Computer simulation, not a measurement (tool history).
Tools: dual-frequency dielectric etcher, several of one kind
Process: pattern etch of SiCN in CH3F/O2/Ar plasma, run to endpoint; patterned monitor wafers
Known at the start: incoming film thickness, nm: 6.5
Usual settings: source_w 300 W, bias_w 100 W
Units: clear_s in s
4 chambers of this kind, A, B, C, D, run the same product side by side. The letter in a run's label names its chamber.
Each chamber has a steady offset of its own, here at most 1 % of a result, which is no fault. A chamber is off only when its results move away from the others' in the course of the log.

run   hour  source_w  bias_w  clear_s
 1A    9.1       300     100   17.125
 2D   15.9       300     100   17.171
 3B   24.1       300     100   17.116
 4C   30.1       300     100   17.162
      32.8  -- chamber B: wet clean of the chamber
 5D   37.6       300     100   17.112
 6B   43.7       300     100     17.2
 7C   53.9       300     100   17.216
 8A   60.9       360      87   16.924
 9A   70.4       360      87   16.781
10C   77.3       360      87   16.781
11D   84.1       360      87   16.852
12B   93.8       300     100   17.014
13B   99.4       300     100   16.992
14C    105       300     100   17.156
15D  109.7       300     100   17.125
     115.5  -- chamber A: wet clean of the chamber
16A  117.4       240      87    20.47
17B  126.1       240      87   19.739
18C  133.3       240      87   19.471
19A  139.1       240      87   20.514
20D  144.9       300     100   17.108
21A  149.9       300     100   18.041
22B  156.6       300     100   17.264
23C    164       300     100   17.085
24D  172.3       300     100   17.131
     176.4  -- chamber D: wet clean of the chamber
25C  180.9       300     100   17.065
26D    186       300     100   17.133
27A    196       300     100   17.978
28B  200.9       300     100   17.118
     202.6  -- chamber D: source power generator calibrated
29B  206.1       300     100    17.34
30D  211.9       300      88   18.067
31C  220.8       300      88   18.005

What goes on in this fleet: one chamber off, a drifting gauge, or nothing beyond the chambers' own small offsets? Name the chamber and the cause, if any.

A service left chamber A off against the others.
Cause: etch rate under this chamber's usual, % = 4.76.

Here are 4 candidates for chamber A's next run, each the usual settings with a change, their results left as question marks. Which one brings its results back in line with what the others give on the usual settings?
In line means no further than this from the other chambers' mean on the usual settings: clear_s 0.29 s
32A-1  228.2       340     111        ?
32A-2  228.2       240     100        ?
32A-3  228.2       300     111        ?
32A-4  228.2       300      89        ?

The other chambers' mean on the usual settings: clear_s 17.148 s
  run  clear_s
32A-1   16.467
32A-2   19.458
32A-3   17.236
32A-4   18.731
32A-3 brings the chamber back in line.
